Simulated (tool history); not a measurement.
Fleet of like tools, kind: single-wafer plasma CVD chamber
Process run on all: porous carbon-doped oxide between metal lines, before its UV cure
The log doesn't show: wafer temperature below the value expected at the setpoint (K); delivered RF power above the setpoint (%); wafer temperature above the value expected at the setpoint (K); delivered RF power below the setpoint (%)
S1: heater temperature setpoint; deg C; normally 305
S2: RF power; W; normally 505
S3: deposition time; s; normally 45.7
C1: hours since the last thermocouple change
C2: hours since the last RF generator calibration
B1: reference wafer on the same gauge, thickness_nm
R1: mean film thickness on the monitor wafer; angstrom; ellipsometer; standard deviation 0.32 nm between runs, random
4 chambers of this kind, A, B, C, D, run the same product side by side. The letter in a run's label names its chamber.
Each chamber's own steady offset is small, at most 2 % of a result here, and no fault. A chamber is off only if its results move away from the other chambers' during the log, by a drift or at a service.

{"run": "1A", "hour": 4.5, "S1": 305, "S2": 505, "S3": 45.7, "C1": 758.6, "C2": 1334.4, "B1": 267.1, "R1": 2371.1}
{"run": "2D", "hour": 9.6, "S1": 305, "S2": 505, "S3": 45.7, "C1": 1011.9, "C2": 137.9, "B1": 267.07, "R1": 2359.1}
{"run": "3C", "hour": 15.9, "S1": 305, "S2": 505, "S3": 45.7, "C1": 550.6, "C2": 1560.4, "B1": 267.01, "R1": 2361.5}
{"run": "4B", "hour": 25.8, "S1": 305, "S2": 505, "S3": 45.7, "C1": 1902.4, "C2": 294.1, "B1": 267.09, "R1": 2387.5}
{"run": "5A", "hour": 34.5, "S1": 305, "S2": 505, "S3": 45.7, "C1": 788.6, "C2": 1364.4, "B1": 267.33, "R1": 2371.1}
{"run": "6B", "hour": 42.8, "S1": 305, "S2": 505, "S3": 45.7, "C1": 1919.4, "C2": 311.1, "B1": 267.18, "R1": 2392.4}
{"hour": 47.9, "done": "chamber C: RF generator calibrated"}
{"run": "7C", "hour": 51.3, "S1": 305, "S2": 505, "S3": 45.7, "C1": 586.0, "C2": 3.5, "B1": 267.33, "R1": 2358.4}
{"run": "8D", "hour": 61.2, "S1": 305, "S2": 505, "S3": 45.7, "C1": 1063.5, "C2": 189.5, "B1": 267.35, "R1": 2364.2}
{"hour": 68.7, "done": "chamber A: RF generator calibrated"}
{"run": "9A", "hour": 71.0, "S1": 305, "S2": 505, "S3": 45.7, "C1": 825.1, "C2": 2.4, "B1": 267.47, "R1": 2364.9}
{"run": "10B", "hour": 78.8, "S1": 305, "S2": 505, "S3": 45.7, "C1": 1955.4, "C2": 347.1, "B1": 267.5, "R1": 2392.1}
{"run": "11D", "hour": 89.3, "S1": 305, "S2": 505, "S3": 45.7, "C1": 1091.6, "C2": 217.6, "B1": 267.46, "R1": 2369.2}
{"run": "12C", "hour": 96.8, "S1": 305, "S2": 505, "S3": 45.7, "C1": 631.5, "C2": 49.0, "B1": 267.52, "R1": 2367.2}
{"run": "13C", "hour": 103.7, "S1": 305, "S2": 505, "S3": 45.7, "C1": 638.4, "C2": 55.9, "B1": 267.56, "R1": 2364.5}
{"run": "14B", "hour": 111.4, "S1": 305, "S2": 505, "S3": 45.7, "C1": 1988.0, "C2": 379.7, "B1": 267.71, "R1": 2396.6}
{"run": "15D", "hour": 118.8, "S1": 305, "S2": 505, "S3": 45.7, "C1": 1121.1, "C2": 247.1, "B1": 267.72, "R1": 2371.6}
{"run": "16A", "hour": 125.1, "S1": 305, "S2": 505, "S3": 45.7, "C1": 879.2, "C2": 56.5, "B1": 267.73, "R1": 2375.6}
{"run": "17A", "hour": 131.4, "S1": 305, "S2": 505, "S3": 45.7, "C1": 885.5, "C2": 62.8, "B1": 267.74, "R1": 2372.3}
{"run": "18B", "hour": 138.3, "S1": 305, "S2": 505, "S3": 45.7, "C1": 2014.9, "C2": 406.6, "B1": 267.68, "R1": 2388.3}
{"run": "19C", "hour": 143.0, "S1": 305, "S2": 505, "S3": 45.7, "C1": 677.7, "C2": 95.2, "B1": 267.78, "R1": 2360.5}
{"run": "20D", "hour": 152.7, "S1": 305, "S2": 505, "S3": 45.7, "C1": 1155.0, "C2": 281.0, "B1": 267.75, "R1": 2370.4}
{"run": "21C", "hour": 158.3, "S1": 305, "S2": 505, "S3": 45.7, "C1": 693.0, "C2": 110.5, "B1": 267.96, "R1": 2367.7}
{"run": "22B", "hour": 167.3, "S1": 305, "S2": 505, "S3": 45.7, "C1": 2043.9, "C2": 435.6, "B1": 267.94, "R1": 2397.3}
{"run": "23D", "hour": 174.6, "S1": 305, "S2": 505, "S3": 45.7, "C1": 1176.9, "C2": 302.9, "B1": 267.95, "R1": 2368.9}
{"run": "24A", "hour": 181.1, "S1": 305, "S2": 505, "S3": 45.7, "C1": 935.2, "C2": 112.5, "B1": 267.98, "R1": 2371.7}
{"run": "25B", "hour": 186.3, "S1": 305, "S2": 505, "S3": 45.7, "C1": 2062.9, "C2": 454.6, "B1": 268.06, "R1": 2398.3}
{"run": "26A", "hour": 196.5, "S1": 305, "S2": 505, "S3": 45.7, "C1": 950.6, "C2": 127.9, "B1": 268.16, "R1": 2375.1}
{"run": "27D", "hour": 206.9, "S1": 305, "S2": 505, "S3": 45.7, "C1": 1209.2, "C2": 335.2, "B1": 268.16, "R1": 2374.0}
{"run": "28C", "hour": 212.9, "S1": 305, "S2": 505, "S3": 45.7, "C1": 747.6, "C2": 165.1, "B1": 268.24, "R1": 2366.2}
{"run": "29A", "hour": 217.4, "S1": 305, "S2": 505, "S3": 45.7, "C1": 971.5, "C2": 148.8, "B1": 268.32, "R1": 2375.2}
{"run": "30C", "hour": 222.6, "S1": 305, "S2": 505, "S3": 45.7, "C1": 757.3, "C2": 174.8, "B1": 268.25, "R1": 2367.9}
{"run": "31B", "hour": 228.5, "S1": 305, "S2": 505, "S3": 45.7, "C1": 2105.1, "C2": 496.8, "B1": 268.25, "R1": 2398.6}
{"run": "32D", "hour": 235.7, "S1": 305, "S2": 505, "S3": 45.7, "C1": 1238.0, "C2": 364.0, "B1": 268.37, "R1": 2372.7}
{"run": "33B", "hour": 240.9, "S1": 305, "S2": 505, "S3": 38.1, "C1": 2117.5, "C2": 509.2, "B1": 268.46, "R1": 2012.4}
{"run": "34D", "hour": 250.8, "S1": 305, "S2": 505, "S3": 38.1, "C1": 1253.1, "C2": 379.1, "B1": 268.28, "R1": 1983.9}
{"run": "35C", "hour": 258.7, "S1": 305, "S2": 505, "S3": 38.1, "C1": 793.4, "C2": 210.9, "B1": 268.51, "R1": 1982.3}

What goes on in this fleet: one chamber off, a drifting gauge, or nothing beyond the chambers' own small offsets? Name the chamber and the cause, if any.

Gauge drift. The chambers move together only on paper, and none stands off.
Likeliest cause: gauge reads high (%) = 0.558.
